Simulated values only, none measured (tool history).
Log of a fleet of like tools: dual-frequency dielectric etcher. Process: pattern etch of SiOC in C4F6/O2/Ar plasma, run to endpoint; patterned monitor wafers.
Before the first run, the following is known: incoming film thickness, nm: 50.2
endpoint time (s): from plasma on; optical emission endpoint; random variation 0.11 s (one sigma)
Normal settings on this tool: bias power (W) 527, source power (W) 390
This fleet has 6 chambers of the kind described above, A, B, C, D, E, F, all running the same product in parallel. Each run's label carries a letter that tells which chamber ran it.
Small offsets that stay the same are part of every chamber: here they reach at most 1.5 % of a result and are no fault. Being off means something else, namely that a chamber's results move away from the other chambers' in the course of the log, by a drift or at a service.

| run | day | bias power (W) | source power (W) | endpoint time (s) |
|---|---|---|---|---|
|  | 0.038 | chamber D: source power generator calibrated |
| 1E | 0.188 | 527 | 390 | 16.955 |
|  | 0.504 | chamber D: wet clean of the chamber |
| 2B | 0.546 | 527 | 390 | 16.611 |
| 3F | 0.758 | 527 | 390 | 16.725 |
| 4D | 1.108 | 527 | 390 | 16.680 |
| 5C | 1.388 | 527 | 390 | 16.788 |
| 6A | 1.762 | 527 | 390 | 16.695 |
| 7C | 2.033 | 527 | 390 | 16.709 |
| 8D | 2.404 | 527 | 390 | 16.915 |
| 9B | 2.650 | 527 | 390 | 16.611 |
| 10A | 2.925 | 527 | 310 | 18.059 |
| 11E | 3.142 | 527 | 310 | 18.285 |
| 12F | 3.508 | 527 | 310 | 18.230 |
| 13A | 3.712 | 527 | 310 | 18.175 |
| 14B | 4.062 | 527 | 310 | 18.206 |
| 15E | 4.346 | 527 | 310 | 18.569 |
| 16C | 4.708 | 527 | 320 | 17.923 |
| 17D | 5.117 | 527 | 320 | 17.879 |
| 18F | 5.304 | 527 | 320 | 17.986 |
| 19A | 5.583 | 527 | 320 | 17.890 |
| 20C | 5.979 | 527 | 320 | 17.887 |
| 21E | 6.308 | 527 | 320 | 18.054 |
| 22B | 6.629 | 631 | 390 | 15.467 |
| 23D | 6.817 | 631 | 390 | 15.546 |
| 24F | 7.175 | 631 | 390 | 15.725 |
|  | 7.404 | chamber B: wet clean of the chamber |
| 25B | 7.488 | 631 | 390 | 15.370 |
| 26D | 7.829 | 631 | 390 | 15.634 |
| 27A | 8.079 | 631 | 390 | 15.528 |
| 28F | 8.392 | 527 | 390 | 16.810 |
|  | 8.396 | chamber F: wet clean of the chamber |
| 29E | 8.762 | 527 | 390 | 16.634 |
| 30C | 8.958 | 527 | 390 | 16.526 |
| 31B | 9.142 | 527 | 390 | 16.461 |
| 32C | 9.375 | 527 | 390 | 16.678 |
| 33A | 9.617 | 527 | 390 | 16.671 |
| 34D | 9.796 | 527 | 390 | 16.744 |
| 35F | 9.988 | 527 | 470 | 15.662 |
| 36E | 10.208 | 527 | 470 | 15.664 |
| 37E | 10.625 | 527 | 470 | 15.632 |
| 38F | 10.917 | 527 | 470 | 15.586 |
| 39A | 11.238 | 527 | 470 | 15.303 |
| 40B | 11.542 | 527 | 470 | 15.571 |

What goes on in this fleet: one chamber off, a drifting gauge, or nothing beyond the chambers' own small offsets? Name the chamber and the cause, if any.

All chambers stay in line apart from their small fixed offsets, and the gauge does not drift.
